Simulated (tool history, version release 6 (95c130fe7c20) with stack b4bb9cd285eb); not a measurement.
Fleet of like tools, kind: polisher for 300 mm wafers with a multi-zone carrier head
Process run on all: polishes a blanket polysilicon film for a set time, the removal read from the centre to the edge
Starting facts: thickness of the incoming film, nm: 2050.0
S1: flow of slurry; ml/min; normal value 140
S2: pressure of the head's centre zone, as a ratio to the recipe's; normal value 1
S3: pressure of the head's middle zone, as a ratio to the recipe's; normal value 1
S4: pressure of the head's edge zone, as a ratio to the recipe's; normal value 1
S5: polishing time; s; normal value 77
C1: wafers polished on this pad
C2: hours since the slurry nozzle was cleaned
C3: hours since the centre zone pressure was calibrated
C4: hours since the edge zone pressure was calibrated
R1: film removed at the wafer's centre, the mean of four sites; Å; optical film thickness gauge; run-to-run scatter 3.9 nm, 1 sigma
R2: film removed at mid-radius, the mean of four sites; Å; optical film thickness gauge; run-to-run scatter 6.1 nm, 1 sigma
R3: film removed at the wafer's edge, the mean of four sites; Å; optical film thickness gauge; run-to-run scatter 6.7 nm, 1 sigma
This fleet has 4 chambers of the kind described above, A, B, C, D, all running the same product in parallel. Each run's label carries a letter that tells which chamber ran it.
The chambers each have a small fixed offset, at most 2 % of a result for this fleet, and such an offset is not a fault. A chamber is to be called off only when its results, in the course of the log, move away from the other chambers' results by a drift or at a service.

run 1C hour=6.2 | S1=140 S2=1 S3=1 S4=1 S5=77 | C1=700 C2=23.9 C3=700.9 C4=383 | R1=5722.9 R2=5866.9 R3=5775.5
run 2A hour=13.6 | S1=140 S2=1 S3=1 S4=1 S5=77 | C1=123 C2=281.4 C3=636.5 C4=529.4 | R1=5838.8 R2=5825.7 R3=5768.7
run 3B hour=20.4 | S1=140 S2=1 S3=1 S4=1 S5=77 | C1=918 C2=385 C3=868.4 C4=521.7 | R1=5758.4 R2=5753 R3=5784.9
run 4D hour=27.7 | S1=140 S2=1 S3=1 S4=1 S5=77 | C1=952 C2=265 C3=260 C4=569.2 | R1=5788.5 R2=5884.7 R3=5789.8
run 5D hour=32 | S1=140 S2=1 S3=1 S4=1 S5=77 | C1=981 C2=269.3 C3=264.3 C4=573.5 | R1=5786.5 R2=5815.4 R3=5673.7
run 6A hour=38.9 | S1=155 S2=1 S3=1 S4=1 S5=77 | C1=295 C2=306.7 C3=661.8 C4=554.7 | R1=5943.3 R2=5905.6 R3=5917.9
run 7C hour=45.9 | S1=155 S2=1 S3=1 S4=1 S5=77 | C1=970 C2=63.6 C3=740.6 C4=422.7 | R1=5876.2 R2=5842.2 R3=5813.5
-- hour=49.7 chamber B: worn pad replaced by a new one
run 8B hour=49.8 | S1=155 S2=1 S3=1 S4=1 S5=77 | C1=0 C2=414.4 C3=897.8 C4=551.1 | R1=5917 R2=5941.7 R3=5952
-- hour=53.2 chamber D: worn pad replaced by a new one
run 9A hour=55.9 | S1=155 S2=1 S3=1 S4=1 S5=77 | C1=411 C2=323.7 C3=678.8 C4=571.7 | R1=5865.9 R2=6011.5 R3=5846.7
run 10B hour=59.8 | S1=140 S2=1 S3=1 S4=1 S5=77 | C1=68 C2=424.4 C3=907.8 C4=561.1 | R1=5780.5 R2=5733.6 R3=5745.7
run 11C hour=66 | S1=140 S2=1 S3=1 S4=1 S5=77 | C1=1107 C2=83.7 C3=760.7 C4=442.8 | R1=5757.8 R2=5804.2 R3=5799.1
-- hour=66.3 chamber C: worn pad replaced by a new one
run 12D hour=71.1 | S1=140 S2=1 S3=1 S4=1 S5=77 | C1=122 C2=308.4 C3=303.4 C4=612.6 | R1=5824.2 R2=5799.3 R3=5746.2
run 13A hour=77.6 | S1=140 S2=1 S3=1.07 S4=1 S5=87 | C1=559 C2=345.4 C3=700.5 C4=593.4 | R1=6588.8 R2=6982.8 R3=6698.3
-- hour=80.8 chamber A: centre zone pressure recalibrated
run 14C hour=84.7 | S1=140 S2=1 S3=1.07 S4=1 S5=87 | C1=125 C2=102.4 C3=779.4 C4=461.5 | R1=6536 R2=6845.4 R3=6633.3
run 15B hour=91.3 | S1=140 S2=1 S3=1.07 S4=1 S5=87 | C1=283 C2=455.9 C3=939.3 C4=592.6 | R1=6548.3 R2=7072.7 R3=6406.3
run 16D hour=97.4 | S1=140 S2=1 S3=1.07 S4=1 S5=87 | C1=301 C2=334.7 C3=329.7 C4=638.9 | R1=6594.3 R2=7048.5 R3=6390.2
run 17B hour=103.5 | S1=140 S2=1 S3=1 S4=1 S5=77 | C1=366 C2=468.1 C3=951.5 C4=604.8 | R1=5791.2 R2=5815.8 R3=5778.1
run 18D hour=109.2 | S1=140 S2=1 S3=1 S4=1 S5=77 | C1=381 C2=346.5 C3=341.5 C4=650.7 | R1=5872.8 R2=5841.7 R3=5717.5
run 19C hour=115.4 | S1=140 S2=1 S3=1 S4=1 S5=77 | C1=334 C2=133.1 C3=810.1 C4=492.2 | R1=5772.8 R2=5823.3 R3=5824.9
run 20A hour=121.2 | S1=140 S2=1 S3=1 S4=1 S5=77 | C1=855 C2=389 C3=40.5 C4=637 | R1=6139.6 R2=5786 R3=5795.7
run 21B hour=127 | S1=140 S2=1 S3=1 S4=1 S5=77 | C1=526 C2=491.6 C3=975 C4=628.3 | R1=5835.9 R2=5841.1 R3=5690.5
run 22C hour=130.9 | S1=140 S2=1 S3=1 S4=1 S5=77 | C1=439 C2=148.6 C3=825.6 C4=507.7 | R1=5826.6 R2=5775.8 R3=5776.7
run 23D hour=135.3 | S1=165 S2=1 S3=1 S4=1 S5=77 | C1=558 C2=372.6 C3=367.6 C4=676.8 | R1=5983.6 R2=6010.2 R3=5845.8
run 24A hour=140.8 | S1=165 S2=1 S3=1 S4=1 S5=77 | C1=988 C2=408.6 C3=60.1 C4=656.6 | R1=6499.7 R2=6033.8 R3=5742.4
run 25C hour=144.9 | S1=165 S2=1 S3=1 S4=1 S5=77 | C1=534 C2=162.6 C3=839.6 C4=521.7 | R1=5936.6 R2=5932 R3=5844.9
run 26D hour=148.6 | S1=165 S2=1 S3=1 S4=1 S5=77 | C1=649 C2=385.9 C3=380.9 C4=690.1 | R1=6026.5 R2=6019.2 R3=5968.5
run 27B hour=152.1 | S1=140 S2=1 S3=1 S4=1 S5=77 | C1=696 C2=516.7 C3=1000.1 C4=653.4 | R1=5753.7 R2=5783 R3=5739.1
run 28A hour=157 | S1=140 S2=1 S3=1 S4=1 S5=77 | C1=1099 C2=424.8 C3=76.3 C4=672.8 | R1=6169.3 R2=5681.7 R3=5677.6

What goes on in this fleet: one chamber off, a drifting gauge, or nothing beyond the chambers' own small offsets? Name the chamber and the cause, if any.

Chamber A has stood off from the others ever since a service on it.
Cause: centre zone's pressure above its setpoint, % = 5.72.

Below are 4 candidate recipes for chamber A's next run, each the usual settings with a change, their results shown as question marks. Which of them brings A's results back in line with what the other chambers give on the usual settings?
In line means no further than this from the other chambers' mean on the usual settings: R1 140 Å; R2 210 Å; R3 230 Å
run 29A-1 hour=162.5 | S1=145 S2=1.05 S3=0.99 S4=0.98 S5=77 | R1=? R2=? R3=?
run 29A-2 hour=162.5 | S1=145 S2=1.09 S3=0.98 S4=0.97 S5=78 | R1=? R2=? R3=?
run 29A-3 hour=162.5 | S1=135 S2=0.95 S3=1.01 S4=1.02 S5=77 | R1=? R2=? R3=?
run 29A-4 hour=162.5 | S1=135 S2=0.91 S3=1.02 S4=1.03 S5=77 | R1=? R2=? R3=?

What the other chambers average on the usual settings: R1 5800.2 Å; R2 5802.2 Å; R3 5771.3 Å
run=29A-1 R1=6542.7 R2=5755.7 R3=5770.9
run=29A-2 R1=6902.5 R2=5776 R3=5815.6
run=29A-3 R1=5767.2 R2=5778 R3=5830.1
run=29A-4 R1=5500.3 R2=5831.1 R3=5859.5
29A-3 is the one that brings the chamber's results back in line with the other chambers.
